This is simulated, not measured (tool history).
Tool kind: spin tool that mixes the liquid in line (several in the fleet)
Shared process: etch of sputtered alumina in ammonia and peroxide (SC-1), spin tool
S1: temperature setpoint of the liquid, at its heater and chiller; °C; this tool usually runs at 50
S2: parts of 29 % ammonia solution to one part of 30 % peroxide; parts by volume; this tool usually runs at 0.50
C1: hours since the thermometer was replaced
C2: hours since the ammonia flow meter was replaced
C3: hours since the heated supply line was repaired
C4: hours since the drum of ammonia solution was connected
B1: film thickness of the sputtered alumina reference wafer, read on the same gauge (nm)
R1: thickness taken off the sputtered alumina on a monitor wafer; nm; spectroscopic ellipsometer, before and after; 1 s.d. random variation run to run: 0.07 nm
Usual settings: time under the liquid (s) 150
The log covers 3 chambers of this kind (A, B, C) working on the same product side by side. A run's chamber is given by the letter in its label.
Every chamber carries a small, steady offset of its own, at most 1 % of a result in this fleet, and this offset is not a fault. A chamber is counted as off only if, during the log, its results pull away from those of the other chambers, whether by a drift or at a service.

{"run": "1C", "hour": 8.0, "S1": 50, "S2": 0.5, "time under the liquid (s)": 150, "C1": 2452.0, "C2": 465.1, "C3": 848.7, "C4": 276.1, "B1": 129.98, "R1": 7.977}
{"run": "2A", "hour": 17.2, "S1": 50, "S2": 0.5, "time under the liquid (s)": 150, "C1": 929.1, "C2": 228.7, "C3": 3203.4, "C4": 45.3, "B1": 130.05, "R1": 7.9944}
{"run": "3B", "hour": 23.6, "S1": 50, "S2": 0.5, "time under the liquid (s)": 150, "C1": 1169.8, "C2": 589.1, "C3": 1171.5, "C4": 570.4, "B1": 129.95, "R1": 8.1366}
{"run": "4B", "hour": 30.0, "S1": 50, "S2": 0.5, "time under the liquid (s)": 150, "C1": 1176.2, "C2": 595.5, "C3": 1177.9, "C4": 576.8, "B1": 129.95, "R1": 8.0823}
{"hour": 31.7, "done": "chamber A: heated supply line repaired"}
{"run": "5C", "hour": 35.6, "S1": 50, "S2": 0.5, "time under the liquid (s)": 150, "C1": 2479.6, "C2": 492.7, "C3": 876.3, "C4": 303.7, "B1": 129.99, "R1": 7.9289}
{"run": "6A", "hour": 44.8, "S1": 50, "S2": 0.5, "time under the liquid (s)": 150, "C1": 956.7, "C2": 256.3, "C3": 13.1, "C4": 72.9, "B1": 130.04, "R1": 7.979}
{"run": "7B", "hour": 50.3, "S1": 50, "S2": 0.5, "time under the liquid (s)": 150, "C1": 1196.5, "C2": 615.8, "C3": 1198.2, "C4": 597.1, "B1": 130.0, "R1": 8.0583}
{"run": "8A", "hour": 55.6, "S1": 50, "S2": 0.5, "time under the liquid (s)": 150, "C1": 967.5, "C2": 267.1, "C3": 23.9, "C4": 83.7, "B1": 130.02, "R1": 7.9366}
{"run": "9C", "hour": 65.5, "S1": 50, "S2": 0.5, "time under the liquid (s)": 150, "C1": 2509.5, "C2": 522.6, "C3": 906.2, "C4": 333.6, "B1": 130.0, "R1": 8.001}
{"run": "10B", "hour": 73.9, "S1": 50, "S2": 0.5, "time under the liquid (s)": 150, "C1": 1220.1, "C2": 639.4, "C3": 1221.8, "C4": 620.7, "B1": 130.0, "R1": 8.0618}
{"run": "11C", "hour": 81.0, "S1": 50, "S2": 0.5, "time under the liquid (s)": 115, "C1": 2525.0, "C2": 538.1, "C3": 921.7, "C4": 349.1, "B1": 129.99, "R1": 6.0544}
{"run": "12A", "hour": 88.5, "S1": 50, "S2": 0.5, "time under the liquid (s)": 115, "C1": 1000.4, "C2": 300.0, "C3": 56.8, "C4": 116.6, "B1": 130.05, "R1": 6.1983}
{"run": "13B", "hour": 98.4, "S1": 50, "S2": 0.5, "time under the liquid (s)": 115, "C1": 1244.6, "C2": 663.9, "C3": 1246.3, "C4": 645.2, "B1": 129.95, "R1": 6.2146}
{"run": "14C", "hour": 103.7, "S1": 50, "S2": 0.5, "time under the liquid (s)": 150, "C1": 2547.7, "C2": 560.8, "C3": 944.4, "C4": 371.8, "B1": 129.99, "R1": 7.9651}
{"run": "15A", "hour": 109.7, "S1": 50, "S2": 0.5, "time under the liquid (s)": 150, "C1": 1021.6, "C2": 321.2, "C3": 78.0, "C4": 137.8, "B1": 129.99, "R1": 7.985}
{"run": "16B", "hour": 119.8, "S1": 50, "S2": 0.5, "time under the liquid (s)": 150, "C1": 1266.0, "C2": 685.3, "C3": 1267.7, "C4": 666.6, "B1": 130.01, "R1": 8.0422}
{"run": "17C", "hour": 128.5, "S1": 50, "S2": 0.5, "time under the liquid (s)": 150, "C1": 2572.5, "C2": 585.6, "C3": 969.2, "C4": 396.6, "B1": 130.02, "R1": 8.1021}
{"run": "18A", "hour": 138.9, "S1": 50, "S2": 0.5, "time under the liquid (s)": 150, "C1": 1050.8, "C2": 350.4, "C3": 107.2, "C4": 167.0, "B1": 130.0, "R1": 7.9732}
{"run": "19B", "hour": 148.6, "S1": 50, "S2": 0.5, "time under the liquid (s)": 150, "C1": 1294.8, "C2": 714.1, "C3": 1296.5, "C4": 695.4, "B1": 130.03, "R1": 8.1299}
{"run": "20A", "hour": 155.8, "S1": 50, "S2": 0.5, "time under the liquid (s)": 150, "C1": 1067.7, "C2": 367.3, "C3": 124.1, "C4": 183.9, "B1": 130.02, "R1": 8.0844}
{"run": "21C", "hour": 163.0, "S1": 50, "S2": 0.5, "time under the liquid (s)": 150, "C1": 2607.0, "C2": 620.1, "C3": 1003.7, "C4": 431.1, "B1": 130.01, "R1": 7.9124}
{"run": "22A", "hour": 171.4, "S1": 50, "S2": 0.5, "time under the liquid (s)": 150, "C1": 1083.3, "C2": 382.9, "C3": 139.7, "C4": 199.5, "B1": 130.0, "R1": 7.9347}
{"run": "23C", "hour": 177.7, "S1": 50, "S2": 0.35, "time under the liquid (s)": 150, "C1": 2621.7, "C2": 634.8, "C3": 1018.4, "C4": 445.8, "B1": 130.01, "R1": 7.7445}
{"run": "24B", "hour": 185.8, "S1": 50, "S2": 0.35, "time under the liquid (s)": 150, "C1": 1332.0, "C2": 751.3, "C3": 1333.7, "C4": 732.6, "B1": 130.02, "R1": 7.8403}
{"run": "25C", "hour": 196.7, "S1": 50, "S2": 0.35, "time under the liquid (s)": 150, "C1": 2640.7, "C2": 653.8, "C3": 1037.4, "C4": 464.8, "B1": 129.98, "R1": 7.6405}
{"run": "26A", "hour": 206.6, "S1": 50, "S2": 0.5, "time under the liquid (s)": 150, "C1": 1118.5, "C2": 418.1, "C3": 174.9, "C4": 234.7, "B1": 129.98, "R1": 8.017}
{"run": "27B", "hour": 213.6, "S1": 50, "S2": 0.5, "time under the liquid (s)": 150, "C1": 1359.8, "C2": 779.1, "C3": 1361.5, "C4": 760.4, "B1": 129.93, "R1": 8.0998}
{"run": "28B", "hour": 219.3, "S1": 50, "S2": 0.5, "time under the liquid (s)": 150, "C1": 1365.5, "C2": 784.8, "C3": 1367.2, "C4": 766.1, "B1": 130.01, "R1": 8.0113}
{"run": "29A", "hour": 226.0, "S1": 50, "S2": 0.5, "time under the liquid (s)": 150, "C1": 1137.9, "C2": 437.5, "C3": 194.3, "C4": 254.1, "B1": 129.98, "R1": 7.9317}
{"run": "30C", "hour": 233.2, "S1": 50, "S2": 0.5, "time under the liquid (s)": 150, "C1": 2677.2, "C2": 690.3, "C3": 1073.9, "C4": 501.3, "B1": 129.96, "R1": 7.9029}
{"run": "31C", "hour": 242.6, "S1": 50, "S2": 0.5, "time under the liquid (s)": 150, "C1": 2686.6, "C2": 699.7, "C3": 1083.3, "C4": 510.7, "B1": 130.0, "R1": 7.9135}
{"run": "32A", "hour": 250.1, "S1": 50, "S2": 0.5, "time under the liquid (s)": 150, "C1": 1162.0, "C2": 461.6, "C3": 218.4, "C4": 278.2, "B1": 130.03, "R1": 7.9886}
{"run": "33B", "hour": 259.2, "S1": 50, "S2": 0.5, "time under the liquid (s)": 150, "C1": 1405.4, "C2": 824.7, "C3": 1407.1, "C4": 806.0, "B1": 130.01, "R1": 8.0714}
{"run": "34C", "hour": 265.8, "S1": 50, "S2": 0.5, "time under the liquid (s)": 150, "C1": 2709.8, "C2": 722.9, "C3": 1106.5, "C4": 533.9, "B1": 130.03, "R1": 7.9415}
{"run": "35B", "hour": 272.6, "S1": 50, "S2": 0.5, "time under the liquid (s)": 150, "C1": 1418.8, "C2": 838.1, "C3": 1420.5, "C4": 819.4, "B1": 130.01, "R1": 8.1231}
{"run": "36A", "hour": 282.8, "S1": 50, "S2": 0.75, "time under the liquid (s)": 205, "C1": 1194.7, "C2": 494.3, "C3": 251.1, "C4": 310.9, "B1": 130.0, "R1": 11.315}
{"run": "37C", "hour": 288.5, "S1": 50, "S2": 0.75, "time under the liquid (s)": 205, "C1": 2732.5, "C2": 745.6, "C3": 1129.2, "C4": 556.6, "B1": 129.98, "R1": 11.597}
{"run": "38B", "hour": 298.1, "S1": 50, "S2": 0.75, "time under the liquid (s)": 205, "C1": 1444.3, "C2": 863.6, "C3": 1446.0, "C4": 844.9, "B1": 130.01, "R1": 11.298}
{"run": "39A", "hour": 305.4, "S1": 50, "S2": 0.5, "time under the liquid (s)": 150, "C1": 1217.3, "C2": 516.9, "C3": 273.7, "C4": 333.5, "B1": 130.0, "R1": 7.9447}
{"run": "40A", "hour": 310.8, "S1": 50, "S2": 0.5, "time under the liquid (s)": 150, "C1": 1222.7, "C2": 522.3, "C3": 279.1, "C4": 338.9, "B1": 130.0, "R1": 7.9002}
{"run": "41C", "hour": 321.7, "S1": 50, "S2": 0.5, "time under the liquid (s)": 150, "C1": 2765.7, "C2": 778.8, "C3": 1162.4, "C4": 589.8, "B1": 130.01, "R1": 7.9386}
{"run": "42B", "hour": 327.2, "S1": 50, "S2": 0.5, "time under the liquid (s)": 150, "C1": 1473.4, "C2": 892.7, "C3": 1475.1, "C4": 874.0, "B1": 130.02, "R1": 8.0885}
{"hour": 331.3, "done": "chamber B: new drum of ammonia solution connected"}
{"run": "43B", "hour": 337.0, "S1": 50, "S2": 0.5, "time under the liquid (s)": 150, "C1": 1483.2, "C2": 902.5, "C3": 1484.9, "C4": 5.8, "B1": 129.97, "R1": 8.006}

All 3 chambers run these settings next. Forecast each chamber's results:
{"run": "44A", "hour": 345.5, "S1": 50, "S2": 0.5, "time under the liquid (s)": 215, "R1": "?"}
{"run": "44B", "hour": 345.5, "S1": 50, "S2": 0.5, "time under the liquid (s)": 215, "R1": "?"}
{"run": "44C", "hour": 345.5, "S1": 50, "S2": 0.5, "time under the liquid (s)": 215, "R1": "?"}

run=44A R1=11.5040
run=44B R1=11.6330
run=44C R1=11.4580
